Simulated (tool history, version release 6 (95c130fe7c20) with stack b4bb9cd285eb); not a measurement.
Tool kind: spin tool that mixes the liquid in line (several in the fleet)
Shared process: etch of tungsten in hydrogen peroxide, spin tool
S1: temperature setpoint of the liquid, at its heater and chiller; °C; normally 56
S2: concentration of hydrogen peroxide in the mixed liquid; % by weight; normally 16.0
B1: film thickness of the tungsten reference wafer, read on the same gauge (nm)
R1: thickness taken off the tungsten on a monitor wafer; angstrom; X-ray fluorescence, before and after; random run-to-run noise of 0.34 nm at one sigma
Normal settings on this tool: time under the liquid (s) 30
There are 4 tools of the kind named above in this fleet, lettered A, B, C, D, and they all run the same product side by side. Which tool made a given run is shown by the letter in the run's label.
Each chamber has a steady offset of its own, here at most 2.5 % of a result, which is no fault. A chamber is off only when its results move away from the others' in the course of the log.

Run 1A, hour 5.6: usual settings; B1 89.971. Result: R1 467.27 angstrom.
Run 2C, hour 10.5: usual settings; B1 90.006. Result: R1 460.32 angstrom.
Run 3B, hour 14.5: usual settings; B1 90.028. Result: R1 458.80 angstrom.
Run 4D, hour 21.1: usual settings; B1 90.016. Result: R1 475.74 angstrom.
At hour 24.2: chamber A: peroxide flow meter replaced.
Run 5D, hour 27.8: usual settings but S1 52 °C; B1 90.031. Result: R1 373.87 angstrom.
Run 6B, hour 32.1: usual settings but S1 52 °C; B1 89.953. Result: R1 364.74 angstrom.
Run 7A, hour 35.5: usual settings but S1 52 °C; B1 90.000. Result: R1 366.13 angstrom.
Run 8C, hour 41.9: usual settings but S1 52 °C; B1 89.983. Result: R1 362.04 angstrom.
Run 9A, hour 47.3: usual settings but time under the liquid (s) 15; B1 89.974. Result: R1 235.38 angstrom.
Run 10B, hour 51.3: usual settings but time under the liquid (s) 15; B1 89.994. Result: R1 232.21 angstrom.
Run 11C, hour 58.5: usual settings but time under the liquid (s) 15; B1 90.013. Result: R1 227.57 angstrom.
Run 12D, hour 63.7: usual settings but time under the liquid (s) 15; B1 89.961. Result: R1 237.56 angstrom.
Run 13D, hour 70.7: usual settings; B1 90.011. Result: R1 473.13 angstrom.
Run 14B, hour 76.9: usual settings; B1 89.949. Result: R1 458.06 angstrom.
Run 15A, hour 82.1: usual settings; B1 90.011. Result: R1 468.47 angstrom.
Run 16C, hour 86.9: usual settings; B1 90.009. Result: R1 454.64 angstrom.
Run 17A, hour 90.4: usual settings; B1 89.952. Result: R1 466.37 angstrom.
Run 18D, hour 93.7: usual settings; B1 89.980. Result: R1 474.08 angstrom.
Run 19B, hour 100.9: usual settings; B1 90.004. Result: R1 451.70 angstrom.
Run 20C, hour 105.0: usual settings; B1 90.037. Result: R1 456.97 angstrom.
Run 21A, hour 110.9: usual settings; B1 90.005. Result: R1 473.56 angstrom.
Run 22D, hour 115.5: usual settings; B1 89.981. Result: R1 474.17 angstrom.
Run 23C, hour 122.1: usual settings but time under the liquid (s) 40; B1 89.993. Result: R1 605.29 angstrom.
Run 24B, hour 129.1: usual settings but time under the liquid (s) 40; B1 90.051. Result: R1 596.62 angstrom.
Run 25A, hour 135.5: usual settings but time under the liquid (s) 40; B1 90.002. Result: R1 624.31 angstrom.
Run 26C, hour 141.5: usual settings but time under the liquid (s) 40; B1 90.023. Result: R1 607.18 angstrom.
Run 27D, hour 148.1: usual settings; B1 89.999. Result: R1 474.61 angstrom.
Run 28B, hour 153.9: usual settings; B1 89.986. Result: R1 448.18 angstrom.
Run 29A, hour 158.6: usual settings; B1 89.977. Result: R1 474.30 angstrom.
Run 30D, hour 164.9: usual settings; B1 89.984. Result: R1 470.15 angstrom.
Run 31C, hour 171.7: usual settings; B1 90.021. Result: R1 462.97 angstrom.
Run 32B, hour 177.1: usual settings; B1 90.030. Result: R1 444.11 angstrom.
Run 33C, hour 182.0: usual settings; B1 89.993. Result: R1 465.39 angstrom.
Run 34D, hour 188.2: usual settings but S2 19.0 % by weight, time under the liquid (s) 15; B1 90.017. Result: R1 258.44 angstrom.
Run 35B, hour 193.5: usual settings but S2 19.0 % by weight, time under the liquid (s) 15; B1 90.023. Result: R1 241.36 angstrom.
At hour 194.6: chamber A: new drum of peroxide connected.
Run 36A, hour 197.2: usual settings but S2 19.0 % by weight, time under the liquid (s) 15; B1 89.998. Result: R1 255.09 angstrom.
Run 37C, hour 202.2: usual settings but S2 19.0 % by weight, time under the liquid (s) 15; B1 90.034. Result: R1 248.41 angstrom.
Run 38D, hour 208.6: usual settings; B1 89.983. Result: R1 478.60 angstrom.
Run 39B, hour 214.9: usual settings; B1 90.015. Result: R1 436.58 angstrom.

Has any chamber moved away from the others, gradually or after a service, or does the common gauge drift, or do the chambers differ only by their own small steady offsets? State the chamber and the most likely cause if one applies.

One chamber, B, drifts off from the rest bit by bit.
Most likely cause: peroxide flow below the setpoint (%) = 11.8.
The log may not tell that from: liquid colder than its thermometer reads (K); temperature lost on the way to the wafer (K).

Below are 4 candidate recipes for chamber B's next run, each the usual settings with a change, their results shown as question marks. Which of them brings B's results back in line with what the other chambers give on the usual settings?
Maximum distance from the other chambers' mean on the usual settings for a result to count as in line: R1 12.00 angstrom
Run 40B-1, hour 220.0: usual settings but S2 15.5 % by weight. Result: R1 ?.
Run 40B-2, hour 220.0: usual settings but S1 55 °C. Result: R1 ?.
Run 40B-3, hour 220.0: usual settings but S2 16.5 % by weight. Result: R1 ?.
Run 40B-4, hour 220.0: usual settings but S1 57 °C. Result: R1 ?.

Usual-settings mean across the other chambers: R1 465.43 angstrom
  run      R1
40B-1  429.50
40B-2  411.23
40B-3  442.93
40B-4  462.65
40B-4 puts the chamber back in line with the other chambers.
